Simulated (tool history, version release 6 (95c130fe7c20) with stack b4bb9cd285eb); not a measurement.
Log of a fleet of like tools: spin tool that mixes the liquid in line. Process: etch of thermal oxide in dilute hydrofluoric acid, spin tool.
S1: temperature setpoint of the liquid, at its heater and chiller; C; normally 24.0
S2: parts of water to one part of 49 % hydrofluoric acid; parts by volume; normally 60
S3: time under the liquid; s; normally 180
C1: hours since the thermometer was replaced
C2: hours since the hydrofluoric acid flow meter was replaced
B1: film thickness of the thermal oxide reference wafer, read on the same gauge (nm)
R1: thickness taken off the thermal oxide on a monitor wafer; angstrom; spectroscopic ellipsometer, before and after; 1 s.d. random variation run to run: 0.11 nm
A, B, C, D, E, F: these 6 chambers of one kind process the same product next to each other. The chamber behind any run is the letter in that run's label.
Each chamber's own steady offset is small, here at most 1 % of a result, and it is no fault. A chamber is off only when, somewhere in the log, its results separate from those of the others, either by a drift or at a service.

At hour 6.2: chamber B: hydrofluoric acid flow meter replaced.
Run 1D, hour 12.3: usual settings; C1 350.7; C2 782.9; B1 149.98. Result: R1 152.660 angstrom.
Run 2F, hour 25.3: usual settings; C1 145.8; C2 688.8; B1 150.01. Result: R1 153.550 angstrom.
Run 3A, hour 34.2: usual settings; C1 80.8; C2 570.6; B1 149.98. Result: R1 151.150 angstrom.
Run 4C, hour 47.2: usual settings; C1 725.2; C2 591.1; B1 149.96. Result: R1 151.240 angstrom.
Run 5E, hour 53.7: usual settings; C1 364.8; C2 914.8; B1 150.00. Result: R1 151.570 angstrom.
Run 6B, hour 65.7: usual settings; C1 406.4; C2 59.5; B1 149.97. Result: R1 150.880 angstrom.
Run 7D, hour 75.2: usual settings; C1 413.6; C2 845.8; B1 149.98. Result: R1 152.500 angstrom.
Run 8B, hour 81.6: usual settings; C1 422.3; C2 75.4; B1 150.03. Result: R1 150.730 angstrom.
Run 9E, hour 94.7: usual settings but S1 20.5 C, S3 260 s; C1 405.8; C2 955.8; B1 149.99. Result: R1 186.420 angstrom.
Run 10A, hour 107.0: usual settings but S1 20.5 C, S3 260 s; C1 153.6; C2 643.4; B1 149.98. Result: R1 188.200 angstrom.
Run 11C, hour 113.8: usual settings but S1 20.5 C, S3 260 s; C1 791.8; C2 657.7; B1 150.00. Result: R1 189.860 angstrom.
Run 12F, hour 124.9: usual settings but S1 20.5 C, S3 260 s; C1 245.4; C2 788.4; B1 150.00. Result: R1 189.930 angstrom.
Run 13A, hour 138.4: usual settings but S1 20.5 C, S3 260 s; C1 185.0; C2 674.8; B1 149.99. Result: R1 188.920 angstrom.
Run 14B, hour 149.6: usual settings but S1 20.5 C, S3 260 s; C1 490.3; C2 143.4; B1 150.01. Result: R1 189.530 angstrom.
Run 15E, hour 163.2: usual settings; C1 474.3; C2 1024.3; B1 150.03. Result: R1 150.370 angstrom.
Run 16F, hour 173.1: usual settings; C1 293.6; C2 836.6; B1 150.01. Result: R1 154.700 angstrom.
Run 17C, hour 181.6: usual settings; C1 859.6; C2 725.5; B1 149.98. Result: R1 148.700 angstrom.
Run 18D, hour 187.7: usual settings; C1 526.1; C2 958.3; B1 150.00. Result: R1 151.280 angstrom.
Run 19F, hour 198.5: usual settings; C1 319.0; C2 862.0; B1 149.98. Result: R1 152.190 angstrom.
Run 20D, hour 207.9: usual settings; C1 546.3; C2 978.5; B1 150.03. Result: R1 151.980 angstrom.
Run 21C, hour 216.0: usual settings; C1 894.0; C2 759.9; B1 150.01. Result: R1 149.780 angstrom.
Run 22B, hour 226.5: usual settings; C1 567.2; C2 220.3; B1 150.00. Result: R1 152.180 angstrom.
At hour 231.5: chamber E: hydrofluoric acid flow meter replaced.
Run 23E, hour 233.4: usual settings; C1 544.5; C2 1.9; B1 150.00. Result: R1 149.660 angstrom.
Run 24A, hour 243.7: usual settings; C1 290.3; C2 780.1; B1 149.97. Result: R1 153.700 angstrom.
Run 25E, hour 254.6: usual settings; C1 565.7; C2 23.1; B1 149.98. Result: R1 149.050 angstrom.
Run 26F, hour 266.8: usual settings; C1 387.3; C2 930.3; B1 150.02. Result: R1 153.450 angstrom.
Run 27C, hour 276.6: usual settings; C1 954.6; C2 820.5; B1 149.99. Result: R1 147.190 angstrom.
Run 28B, hour 287.1: usual settings; C1 627.8; C2 280.9; B1 150.05. Result: R1 153.030 angstrom.
Run 29D, hour 296.2: usual settings but S1 22.0 C, S3 120 s; C1 634.6; C2 1066.8; B1 150.03. Result: R1 93.918 angstrom.
Run 30A, hour 308.3: usual settings but S1 22.0 C, S3 120 s; C1 354.9; C2 844.7; B1 149.96. Result: R1 92.681 angstrom.
Run 31A, hour 320.4: usual settings but S1 22.0 C, S3 120 s; C1 367.0; C2 856.8; B1 149.98. Result: R1 92.398 angstrom.
At hour 323.0: chamber B: thermometer replaced.
Run 32C, hour 327.3: usual settings but S1 22.0 C, S3 120 s; C1 1005.3; C2 871.2; B1 150.00. Result: R1 89.586 angstrom.
Run 33E, hour 338.6: usual settings but S1 22.0 C, S3 120 s; C1 649.7; C2 107.1; B1 150.04. Result: R1 91.443 angstrom.
Run 34D, hour 346.3: usual settings but S1 22.0 C, S3 120 s; C1 684.7; C2 1116.9; B1 149.99. Result: R1 93.700 angstrom.
Run 35F, hour 354.8: usual settings; C1 475.3; C2 1018.3; B1 149.99. Result: R1 154.490 angstrom.
Run 36B, hour 368.2: usual settings; C1 45.2; C2 362.0; B1 150.00. Result: R1 150.570 angstrom.
Run 37A, hour 376.5: usual settings; C1 423.1; C2 912.9; B1 150.01. Result: R1 150.690 angstrom.
Run 38D, hour 383.7: usual settings; C1 722.1; C2 1154.3; B1 149.98. Result: R1 152.450 angstrom.
Run 39E, hour 392.1: usual settings; C1 703.2; C2 160.6; B1 149.97. Result: R1 149.400 angstrom.
Run 40F, hour 400.5: usual settings; C1 521.0; C2 1064.0; B1 149.99. Result: R1 152.220 angstrom.
Run 41C, hour 413.7: usual settings; C1 1091.7; C2 957.6; B1 150.02. Result: R1 143.910 angstrom.
Run 42B, hour 425.9: usual settings; C1 102.9; C2 419.7; B1 150.01. Result: R1 151.930 angstrom.
Run 43E, hour 438.0: usual settings; C1 749.1; C2 206.5; B1 149.99. Result: R1 149.930 angstrom.

All chambers now run identical settings, listed one chamber a line with results as question marks. What results will each chamber show?
Run 44A, hour 447.9: usual settings. Result: R1 ?.
Run 44B, hour 447.9: usual settings. Result: R1 ?.
Run 44C, hour 447.9: usual settings. Result: R1 ?.
Run 44D, hour 447.9: usual settings. Result: R1 ?.
Run 44E, hour 447.9: usual settings. Result: R1 ?.
Run 44F, hour 447.9: usual settings. Result: R1 ?.

run       R1
44A  150.910
44B  152.240
44C  140.950
44D  152.470
44E  149.160
44F  153.200

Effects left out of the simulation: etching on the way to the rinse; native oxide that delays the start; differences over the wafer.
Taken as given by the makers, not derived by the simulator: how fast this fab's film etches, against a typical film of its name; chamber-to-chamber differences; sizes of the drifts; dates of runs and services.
